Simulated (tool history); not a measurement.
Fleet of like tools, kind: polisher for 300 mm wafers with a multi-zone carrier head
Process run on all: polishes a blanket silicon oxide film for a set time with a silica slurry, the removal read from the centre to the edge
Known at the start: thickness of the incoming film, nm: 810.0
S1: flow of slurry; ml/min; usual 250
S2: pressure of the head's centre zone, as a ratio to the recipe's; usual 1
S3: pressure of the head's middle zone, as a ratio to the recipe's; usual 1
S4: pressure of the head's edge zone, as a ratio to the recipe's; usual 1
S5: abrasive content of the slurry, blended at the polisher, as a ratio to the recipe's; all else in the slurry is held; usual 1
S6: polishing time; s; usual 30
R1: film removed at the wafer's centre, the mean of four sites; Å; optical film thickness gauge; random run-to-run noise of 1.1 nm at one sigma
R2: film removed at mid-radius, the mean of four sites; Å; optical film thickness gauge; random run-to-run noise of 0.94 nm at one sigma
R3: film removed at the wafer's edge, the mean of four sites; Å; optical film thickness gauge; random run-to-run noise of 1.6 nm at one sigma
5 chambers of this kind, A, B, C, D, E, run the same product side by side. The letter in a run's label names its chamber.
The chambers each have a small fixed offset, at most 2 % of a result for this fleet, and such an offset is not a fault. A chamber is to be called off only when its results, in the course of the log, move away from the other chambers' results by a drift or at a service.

| run | hour | S1 | S2 | S3 | S4 | S5 | S6 | R1 | R2 | R3 |
|---|---|---|---|---|---|---|---|---|---|---|
| 1D | 3.1 | 250 | 1 | 1 | 1 | 1 | 30 | 1273.5 | 1267.5 | 1251.7 |
| 2A | 7.1 | 250 | 1 | 1 | 1 | 1 | 30 | 1253.5 | 1265.5 | 1262.7 |
| 3E | 11.2 | 250 | 1 | 1 | 1 | 1 | 30 | 1306.6 | 1254 | 1245.8 |
| 4C | 14.3 | 250 | 1 | 1 | 1 | 1 | 30 | 1282.8 | 1258.6 | 1246.8 |
| 5B | 18.9 | 250 | 1 | 1 | 1 | 1 | 30 | 1272.1 | 1253.4 | 1260 |
| 6E | 22.2 | 250 | 1 | 1 | 1 | 1 | 30 | 1287.4 | 1260.7 | 1243.2 |
|  | 22.6 | chamber B: worn pad replaced by a new one |
| 7B | 24.5 | 250 | 1 | 1 | 0.94 | 1.25 | 30 | 1396.9 | 1381.1 | 1322.6 |
| 8D | 27.1 | 250 | 1 | 1 | 0.94 | 1.25 | 30 | 1397.3 | 1417.7 | 1344.5 |
| 9C | 31.6 | 250 | 1 | 1 | 0.94 | 1.25 | 30 | 1427 | 1378.8 | 1351.9 |
|  | 32.6 | chamber D: worn pad replaced by a new one |
| 10A | 34.3 | 250 | 1 | 1 | 0.94 | 1.25 | 30 | 1366.3 | 1408.7 | 1347.4 |
| 11E | 39.5 | 250 | 1 | 1 | 0.94 | 1.25 | 30 | 1433.2 | 1378.7 | 1347.3 |
|  | 41.3 | chamber E: worn pad replaced by a new one |
|  | 42.4 | chamber C: worn pad replaced by a new one |
| 12C | 42.4 | 250 | 1 | 1 | 1 | 1 | 30 | 1262.8 | 1269.2 | 1237.7 |
| 13A | 44.9 | 250 | 1 | 1 | 1 | 1 | 30 | 1258.1 | 1281.8 | 1250.9 |
| 14B | 49.9 | 250 | 0.95 | 1 | 1 | 1 | 30 | 1188.6 | 1265.5 | 1250.7 |
| 15D | 54.9 | 250 | 0.95 | 1 | 1 | 1 | 30 | 1199 | 1283.9 | 1262.2 |
| 16B | 59.6 | 250 | 0.95 | 1 | 1 | 1 | 30 | 1217.6 | 1260.1 | 1265.6 |
| 17E | 64.5 | 250 | 0.95 | 1 | 1 | 1 | 30 | 1233.5 | 1240.5 | 1242.8 |
|  | 68.3 | chamber A: worn pad replaced by a new one |
| 18A | 68.9 | 250 | 0.95 | 1 | 1 | 1 | 30 | 1179.8 | 1291.5 | 1275.7 |
| 19D | 73.6 | 250 | 1 | 1 | 1 | 1 | 30 | 1278.5 | 1290.2 | 1262.2 |
|  | 75.3 | chamber E: centre zone pressure recalibrated |
| 20C | 77.8 | 250 | 1 | 1 | 1 | 1 | 30 | 1276.3 | 1270.9 | 1244.8 |
|  | 80 | chamber B: worn pad replaced by a new one |
|  | 80.1 | chamber E: worn pad replaced by a new one |
| 21D | 80.2 | 250 | 1 | 1 | 1 | 1 | 30 | 1244.3 | 1255.8 | 1252.2 |
| 22C | 83.6 | 250 | 1 | 1 | 1 | 1.15 | 30 | 1365.7 | 1341.8 | 1336.5 |
|  | 86.9 | chamber A: slurry nozzle cleaned |
|  | 87.5 | chamber C: worn pad replaced by a new one |
| 23B | 87.5 | 250 | 1 | 1 | 1 | 1.15 | 30 | 1372 | 1324.9 | 1325.8 |
| 24A | 89.8 | 250 | 1 | 1 | 1 | 1.15 | 30 | 1362 | 1355.5 | 1374.5 |
| 25E | 94.1 | 250 | 1 | 1 | 1 | 1.15 | 30 | 1342.6 | 1324 | 1333.9 |
| 26D | 98.8 | 250 | 1 | 1 | 1 | 1.15 | 30 | 1345.2 | 1352.6 | 1338.7 |
|  | 101 | chamber C: slurry nozzle cleaned |
| 27E | 103.6 | 250 | 1 | 1.09 | 1 | 1 | 30 | 1286.8 | 1359 | 1272.9 |
| 28B | 106.8 | 250 | 1 | 1.09 | 1 | 1 | 30 | 1270.3 | 1353.9 | 1251.5 |
| 29A | 111.2 | 250 | 1 | 1.09 | 1 | 1 | 30 | 1258.3 | 1384.9 | 1291.6 |
| 30C | 113.4 | 250 | 1 | 1.09 | 1 | 1 | 30 | 1278.3 | 1359 | 1246.1 |
| 31C | 116.1 | 250 | 1 | 1.09 | 1 | 1 | 30 | 1265.3 | 1376.6 | 1239.3 |
|  | 116.6 | chamber E: worn pad replaced by a new one |
| 32B | 120.3 | 250 | 1 | 1 | 1 | 1 | 30 | 1260.7 | 1249 | 1236.6 |
| 33E | 124.5 | 250 | 1 | 1 | 1 | 1 | 30 | 1296.4 | 1245.2 | 1235.6 |
|  | 126.8 | chamber D: worn pad replaced by a new one |
| 34A | 128.5 | 250 | 1 | 1 | 1 | 1 | 30 | 1262.3 | 1273.2 | 1268.4 |
| 35D | 132.1 | 325 | 1 | 1 | 1 | 1 | 30 | 1293.4 | 1310.9 | 1268.3 |
| 36A | 136.8 | 325 | 1 | 1 | 1 | 1 | 30 | 1302.5 | 1309.2 | 1310.4 |
| 37C | 140.2 | 325 | 1 | 1 | 1 | 1 | 30 | 1315.9 | 1298 | 1283.2 |

What goes on in this fleet: one chamber off, a drifting gauge, or nothing beyond the chambers' own small offsets? Name the chamber and the cause, if any.

All chambers stay in line apart from their small fixed offsets, and the gauge does not drift.
